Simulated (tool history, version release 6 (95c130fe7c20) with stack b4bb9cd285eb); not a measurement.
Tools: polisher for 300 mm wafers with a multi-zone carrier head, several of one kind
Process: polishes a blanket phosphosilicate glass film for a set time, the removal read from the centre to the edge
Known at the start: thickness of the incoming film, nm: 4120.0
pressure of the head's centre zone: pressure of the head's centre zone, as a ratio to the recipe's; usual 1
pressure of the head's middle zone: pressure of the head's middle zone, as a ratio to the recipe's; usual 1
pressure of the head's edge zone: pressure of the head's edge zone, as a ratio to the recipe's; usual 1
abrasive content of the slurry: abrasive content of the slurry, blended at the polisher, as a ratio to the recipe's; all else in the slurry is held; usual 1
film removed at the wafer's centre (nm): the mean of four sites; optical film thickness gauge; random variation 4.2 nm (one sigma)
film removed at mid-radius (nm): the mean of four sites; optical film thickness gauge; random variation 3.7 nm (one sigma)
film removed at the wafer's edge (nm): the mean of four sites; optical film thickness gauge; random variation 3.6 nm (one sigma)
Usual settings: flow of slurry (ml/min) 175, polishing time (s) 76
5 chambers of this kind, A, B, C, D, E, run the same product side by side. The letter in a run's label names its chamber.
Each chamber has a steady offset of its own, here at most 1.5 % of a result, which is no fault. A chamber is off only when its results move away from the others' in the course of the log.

run,hour,flow of slurry (ml/min),pressure of the head's centre zone,pressure of the head's middle zone,pressure of the head's edge zone,abrasive content of the slurry,polishing time (s),film removed at the wafer's centre (nm),film removed at mid-radius (nm),film removed at the wafer's edge (nm)
1E,5.5,175,1,1,1,1,76,564.17,563.78,551.17
# hour 6.5: chamber A: worn pad replaced by a new one
2C,11.9,175,1,1,1,1,76,553.61,553.89,571.47
3D,17.8,175,1,1,1,1,76,556.95,560.54,557.75
# hour 21.8: chamber B: worn pad replaced by a new one
4A,23.7,175,1,1,1,1,76,560.61,553.21,564.12
5B,30.7,175,1,1,1,1,76,564.31,565.6,566.09
6B,36,175,1,1,1,1,76,560.19,565.69,566.57
7D,41.5,175,1,1,1,1,76,561.03,559.55,558.11
8C,46.8,175,1,1,1,1,76,557.83,558.83,557.67
# hour 54.2: chamber C: worn pad replaced by a new one
9A,54.2,175,1,1,1,1,76,563.23,563.76,557.09
10E,61.3,175,1.09,1,1,1,102,827.96,759.09,747.18
# hour 62.7: chamber D: worn pad replaced by a new one
11B,66.4,175,1.09,1,1,1,102,822.65,762.44,763.03
12C,70.4,175,1.09,1,1,1,102,816.84,756.12,750.63
# hour 70.8: chamber B: slurry nozzle cleaned
# hour 72.4: chamber E: worn pad replaced by a new one
13A,76.9,175,1.09,1,1,1,102,831.03,740.48,743.16
# hour 80.8: chamber A: worn pad replaced by a new one
14E,85,175,1.09,1,1,1,102,844.25,753.24,743.1
15D,92.1,175,1,1,1,1,76,556.54,558.26,556.8
16D,96.3,175,1,1,1,1,76,562.99,556.38,558.86
# hour 100.1: chamber E: edge zone pressure recalibrated
17C,103.7,175,1,1,1,1,76,557.97,562.37,561.08
18B,108.4,175,1,1,1,1,76,554.43,567.27,568.59
19A,115.7,175,1,1,1,1,76,556.85,561.58,563.23
20E,122,175,1,1,1,1,76,560.02,566.62,550.44
21C,127.7,175,1,1,1,1,62,455.16,453.19,460.96
# hour 129.4: chamber B: worn pad replaced by a new one
22D,131.9,175,1,1,1,1,62,457.14,457.21,456.34
# hour 134: chamber C: slurry nozzle cleaned
23B,136.7,175,1,1,1,1,62,461.47,461.31,465.72
24A,143.7,175,1,1,1,1,62,453.45,461.2,457.02
25E,151.7,175,1,1,1,1,62,459.09,457.85,457.03
# hour 156.5: chamber A: worn pad replaced by a new one
# hour 156.7: chamber C: worn pad replaced by a new one
26B,157.5,175,1,1,1,1,76,562.82,555.65,563.35
27A,162.8,175,1,1,1,1,76,562.39,561.92,558.17
28C,166.6,175,1,1,1,1,76,561.33,557.21,559.91
29E,171.6,175,1,1,1,1,76,554.37,563.73,556.8
30D,178,175,1.1,1,1,1,76,626.83,554.91,565.08
31A,182.2,175,1.1,1,1,1,76,617.33,557.82,563.02
32C,187,175,1.1,1,1,1,76,626.05,550.27,563.41
33E,191.8,175,1.1,1,1,1,76,625.68,560.96,553.18
# hour 193: chamber D: worn pad replaced by a new one
34B,195.7,175,1.1,1,1,1,76,618.6,558.27,564.6
# hour 198.2: chamber E: worn pad replaced by a new one
35D,201.6,175,1,1,1,1,76,563.59,559.11,562.75
36B,206.6,175,1,1,1,1,76,559.6,565.69,571.49
37E,212.2,175,1,1,1,1,76,562.83,566.03,548.54
38C,217,175,1,1,1,1,76,554.44,551.48,561.39
39D,221.2,175,1,1,1,1,76,554.38,563.98,559.87
# hour 223.3: chamber A: worn pad replaced by a new one
40A,227.4,175,1,1,1,1,76,556.72,566.8,559.1
41B,234.6,175,1,1,1,1,76,560.89,558.43,568.43
42E,239.1,175,1,1,1,1,76,570.76,565.07,554.08

All 5 chambers run these settings next. Forecast each chamber's results:
43A,245,175,1,1,1,1,76,?,?,?
43B,245,175,1,1,1,1,76,?,?,?
43C,245,175,1,1,1,1,76,?,?,?
43D,245,175,1,1,1,1,76,?,?,?
43E,245,175,1,1,1,1,76,?,?,?

run,film removed at the wafer's centre (nm),film removed at mid-radius (nm),film removed at the wafer's edge (nm)
43A,550.81,563.13,563.84
43B,567.09,563.39,566.23
43C,562.53,555.13,557.24
43D,565.14,554.72,557.56
43E,560.55,564.02,554.51
